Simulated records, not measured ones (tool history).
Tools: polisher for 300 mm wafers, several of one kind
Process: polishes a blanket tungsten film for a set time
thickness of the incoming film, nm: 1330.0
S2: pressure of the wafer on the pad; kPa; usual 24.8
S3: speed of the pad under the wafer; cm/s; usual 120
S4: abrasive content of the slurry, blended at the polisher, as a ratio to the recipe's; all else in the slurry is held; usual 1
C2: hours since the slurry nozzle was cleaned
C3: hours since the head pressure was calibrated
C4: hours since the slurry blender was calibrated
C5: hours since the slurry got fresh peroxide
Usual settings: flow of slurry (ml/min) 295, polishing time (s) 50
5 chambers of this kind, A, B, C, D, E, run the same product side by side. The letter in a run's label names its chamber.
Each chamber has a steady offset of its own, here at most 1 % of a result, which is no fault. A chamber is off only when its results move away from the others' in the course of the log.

At hour 1.2: chamber C: slurry blender recalibrated.
At hour 5.3: chamber C: slurry tank refilled with fresh slurry and peroxide.
Run 1B, hour 9.6: usual settings; wafers polished on this pad 564; C2 324.7; C3 901.6; C4 169.9; C5 39.2. Result: film removed (angstrom) 3037.7.
At hour 22.7: chamber C: worn pad replaced by a new one.
Run 2A, hour 23.5: usual settings; wafers polished on this pad 678; C2 214.3; C3 522.0; C4 67.1; C5 46.4. Result: film removed (angstrom) 3056.9.
At hour 37.4: chamber E: worn pad replaced by a new one.
Run 3C, hour 38.5: usual settings; wafers polished on this pad 189; C2 135.5; C3 941.8; C4 37.3; C5 33.3. Result: film removed (angstrom) 3015.3.
At hour 39.6: chamber D: slurry tank refilled with fresh slurry and peroxide.
At hour 42.3: chamber B: worn pad replaced by a new one.
Run 4E, hour 47.3: usual settings; wafers polished on this pad 119; C2 215.8; C3 184.3; C4 142.9; C5 73.7. Result: film removed (angstrom) 3056.8.
At hour 53.2: chamber A: worn pad replaced by a new one.
At hour 56.6: chamber A: slurry tank refilled with fresh slurry and peroxide.
Run 5D, hour 57.0: usual settings; wafers polished on this pad 1311; C2 114.3; C3 791.4; C4 203.6; C5 17.5. Result: film removed (angstrom) 2963.8.
At hour 58.9: chamber A: head pressure recalibrated.
At hour 61.3: chamber D: head pressure recalibrated.
At hour 63.9: chamber D: worn pad replaced by a new one.
At hour 66.5: chamber E: slurry tank refilled with fresh slurry and peroxide.
Run 6E, hour 69.0: usual settings but flow of slurry (ml/min) 250, polishing time (s) 60; wafers polished on this pad 378; C2 237.5; C3 206.0; C4 164.6; C5 2.6. Result: film removed (angstrom) 3634.6.
Run 7A, hour 82.5: usual settings but flow of slurry (ml/min) 250, polishing time (s) 60; wafers polished on this pad 350; C2 273.3; C3 23.6; C4 126.1; C5 26.0. Result: film removed (angstrom) 3539.6.
At hour 87.4: chamber B: head pressure recalibrated.
Run 8C, hour 97.0: usual settings but flow of slurry (ml/min) 250, polishing time (s) 60; wafers polished on this pad 888; C2 194.0; C3 1000.3; C4 95.8; C5 91.8. Result: film removed (angstrom) 3544.3.
At hour 97.3: chamber A: slurry blender recalibrated.
At hour 105.9: chamber C: worn pad replaced by a new one.
Run 9B, hour 112.1: usual settings but flow of slurry (ml/min) 250, polishing time (s) 60; wafers polished on this pad 834; C2 427.2; C3 24.7; C4 272.4; C5 141.7. Result: film removed (angstrom) 3625.9.
At hour 114.9: chamber B: worn pad replaced by a new one.
Run 10D, hour 126.3: usual settings but flow of slurry (ml/min) 250, polishing time (s) 60; wafers polished on this pad 746; C2 183.6; C3 65.1; C4 272.9; C5 86.8. Result: film removed (angstrom) 3653.5.
At hour 135.7: chamber E: worn pad replaced by a new one.
At hour 138.5: chamber A: slurry tank refilled with fresh slurry and peroxide.
At hour 138.6: chamber A: worn pad replaced by a new one.
At hour 140.0: chamber C: slurry blender recalibrated.
At hour 141.2: chamber E: slurry tank refilled with fresh slurry and peroxide.
Run 11A, hour 141.6: usual settings; wafers polished on this pad 36; C2 332.4; C3 82.7; C4 44.4; C5 3.2. Result: film removed (angstrom) 3028.6.
At hour 143.9: chamber C: head pressure recalibrated.
At hour 148.0: chamber A: slurry nozzle cleaned.
Run 12C, hour 152.7: usual settings; wafers polished on this pad 559; C2 249.7; C3 8.9; C4 12.7; C5 147.5. Result: film removed (angstrom) 2983.4.
At hour 155.4: chamber D: worn pad replaced by a new one.
Run 13B, hour 165.0: usual settings but flow of slurry (ml/min) 255, S3 82 cm/s; wafers polished on this pad 599; C2 480.1; C3 77.6; C4 325.3; C5 194.6. Result: film removed (angstrom) 1987.5.
Run 14D, hour 172.2: usual settings but flow of slurry (ml/min) 255, S3 82 cm/s; wafers polished on this pad 200; C2 229.5; C3 111.0; C4 318.8; C5 132.7. Result: film removed (angstrom) 2040.7.
At hour 173.5: chamber C: slurry tank refilled with fresh slurry and peroxide.
Run 15E, hour 186.4: usual settings but flow of slurry (ml/min) 255, S3 82 cm/s; wafers polished on this pad 606; C2 354.9; C3 323.4; C4 282.0; C5 45.3. Result: film removed (angstrom) 2019.7.
Run 16E, hour 194.8: usual settings but flow of slurry (ml/min) 255, S3 82 cm/s; wafers polished on this pad 706; C2 363.3; C3 331.8; C4 290.4; C5 53.7. Result: film removed (angstrom) 2056.6.
At hour 198.8: chamber B: worn pad replaced by a new one.
At hour 204.3: chamber D: slurry tank refilled with fresh slurry and peroxide.
Run 17C, hour 205.1: usual settings but flow of slurry (ml/min) 255, S3 82 cm/s; wafers polished on this pad 1185; C2 302.1; C3 61.3; C4 65.1; C5 31.7. Result: film removed (angstrom) 2017.9.
At hour 211.2: chamber E: slurry tank refilled with fresh slurry and peroxide.
At hour 211.3: chamber B: slurry blender recalibrated.
At hour 212.2: chamber C: worn pad replaced by a new one.
Run 18B, hour 216.3: usual settings; wafers polished on this pad 209; C2 531.4; C3 128.9; C4 5.0; C5 245.9. Result: film removed (angstrom) 2939.3.
At hour 221.9: chamber A: slurry tank refilled with fresh slurry and peroxide.
Run 19D, hour 230.6: usual settings; wafers polished on this pad 898; C2 287.9; C3 169.4; C4 377.2; C5 26.4. Result: film removed (angstrom) 3012.8.
At hour 232.1: chamber A: worn pad replaced by a new one.
At hour 241.2: chamber E: worn pad replaced by a new one.
Run 20A, hour 245.8: usual settings but polishing time (s) 44; wafers polished on this pad 164; C2 97.9; C3 186.9; C4 148.6; C5 24.0. Result: film removed (angstrom) 2643.2.
At hour 249.5: chamber C: slurry blender recalibrated.
At hour 250.2: chamber A: slurry blender recalibrated.
At hour 253.1: chamber C: slurry nozzle cleaned.
Run 21B, hour 259.7: usual settings but polishing time (s) 44; wafers polished on this pad 728; C2 574.8; C3 172.3; C4 48.4; C5 289.3. Result: film removed (angstrom) 2566.5.
At hour 263.4: chamber D: worn pad replaced by a new one.
Run 22E, hour 267.9: usual settings but polishing time (s) 44; wafers polished on this pad 319; C2 436.4; C3 404.9; C4 363.5; C5 56.8. Result: film removed (angstrom) 2667.9.
Run 23C, hour 278.3: usual settings but polishing time (s) 44; wafers polished on this pad 790; C2 25.3; C3 134.5; C4 28.8; C5 104.9. Result: film removed (angstrom) 2711.7.
Run 24D, hour 286.6: usual settings but polishing time (s) 44; wafers polished on this pad 277; C2 343.9; C3 225.4; C4 433.2; C5 82.4. Result: film removed (angstrom) 2701.3.
At hour 287.5: chamber B: worn pad replaced by a new one.
At hour 293.5: chamber E: slurry tank refilled with fresh slurry and peroxide.
Run 25A, hour 294.6: usual settings; wafers polished on this pad 747; C2 146.7; C3 235.7; C4 44.5; C5 72.8. Result: film removed (angstrom) 3026.6.
At hour 302.5: chamber A: slurry tank refilled with fresh slurry and peroxide.
Run 26A, hour 305.3: usual settings; wafers polished on this pad 875; C2 157.4; C3 246.4; C4 55.2; C5 2.9. Result: film removed (angstrom) 2995.3.
At hour 312.6: chamber D: slurry blender recalibrated.
Run 27E, hour 317.2: usual settings; wafers polished on this pad 908; C2 485.7; C3 454.2; C4 412.8; C5 23.7. Result: film removed (angstrom) 3061.4.
At hour 319.6: chamber C: slurry tank refilled with fresh slurry and peroxide.
At hour 321.8: chamber C: worn pad replaced by a new one.
At hour 333.3: chamber A: worn pad replaced by a new one.
Run 28B, hour 333.4: usual settings; wafers polished on this pad 548; C2 648.5; C3 246.0; C4 122.1; C5 363.0. Result: film removed (angstrom) 2770.6.
Run 29D, hour 343.4: usual settings; wafers polished on this pad 956; C2 400.7; C3 282.2; C4 30.9; C5 139.2. Result: film removed (angstrom) 3083.5.
At hour 344.0: chamber E: worn pad replaced by a new one.
At hour 345.8: chamber E: slurry blender recalibrated.
Run 30C, hour 350.6: usual settings; wafers polished on this pad 345; C2 97.6; C3 206.8; C4 101.1; C5 31.1. Result: film removed (angstrom) 3038.5.
At hour 359.7: chamber D: worn pad replaced by a new one.
Run 31C, hour 360.3: usual settings but polishing time (s) 61; wafers polished on this pad 461; C2 107.3; C3 216.5; C4 110.8; C5 40.8. Result: film removed (angstrom) 3734.3.
At hour 370.7: chamber E: slurry tank refilled with fresh slurry and peroxide.
At hour 372.6: chamber B: worn pad replaced by a new one.
Run 32D, hour 373.3: usual settings but polishing time (s) 61; wafers polished on this pad 163; C2 430.6; C3 312.1; C4 60.8; C5 169.1. Result: film removed (angstrom) 3698.6.
At hour 382.1: chamber A: slurry tank refilled with fresh slurry and peroxide.
Run 33B, hour 383.4: usual settings but polishing time (s) 61; wafers polished on this pad 130; C2 698.5; C3 296.0; C4 172.1; C5 413.0. Result: film removed (angstrom) 3321.4.
Run 34E, hour 393.2: usual settings but polishing time (s) 61; wafers polished on this pad 588; C2 561.7; C3 530.2; C4 47.5; C5 22.5. Result: film removed (angstrom) 3739.6.
At hour 394.9: chamber A: slurry blender recalibrated.
Run 35A, hour 409.2: usual settings but polishing time (s) 61; wafers polished on this pad 907; C2 261.3; C3 350.3; C4 14.4; C5 27.1. Result: film removed (angstrom) 3682.4.

What goes on in this fleet: one chamber off, a drifting gauge, or nothing beyond the chambers' own small offsets? Name the chamber and the cause, if any.

Chamber B drifts away from the others.
Cause: peroxide lost from the slurry, % = 19.8.
The log may not tell that from: head's pressure below its setpoint, %.

Here are 4 candidates for chamber B's next run, each the usual settings with a change, their results left as question marks. Which one brings its results back in line with what the others give on the usual settings?
In line means no further than this from the other chambers' mean on the usual settings: film removed (angstrom) 140.0
Run 36B-1, hour 420.8: usual settings but flow of slurry (ml/min) 290, polishing time (s) 45. Result: film removed (angstrom) ?.
Run 36B-2, hour 420.8: usual settings but S3 126 cm/s, polishing time (s) 52. Result: film removed (angstrom) ?.
Run 36B-3, hour 420.8: usual settings but flow of slurry (ml/min) 300, S2 27.6 kPa, S3 132 cm/s. Result: film removed (angstrom) ?.
Run 36B-4, hour 420.8: usual settings but S2 23.4 kPa, S3 112 cm/s, polishing time (s) 47. Result: film removed (angstrom) ?.

The other chambers' mean on the usual settings: film removed (angstrom) 3015.0
  run  film removed (angstrom)
36B-1                   2456.5
36B-2                   2983.5
36B-3                   3337.6
36B-4                   2269.9
36B-2 brings the chamber back in line.
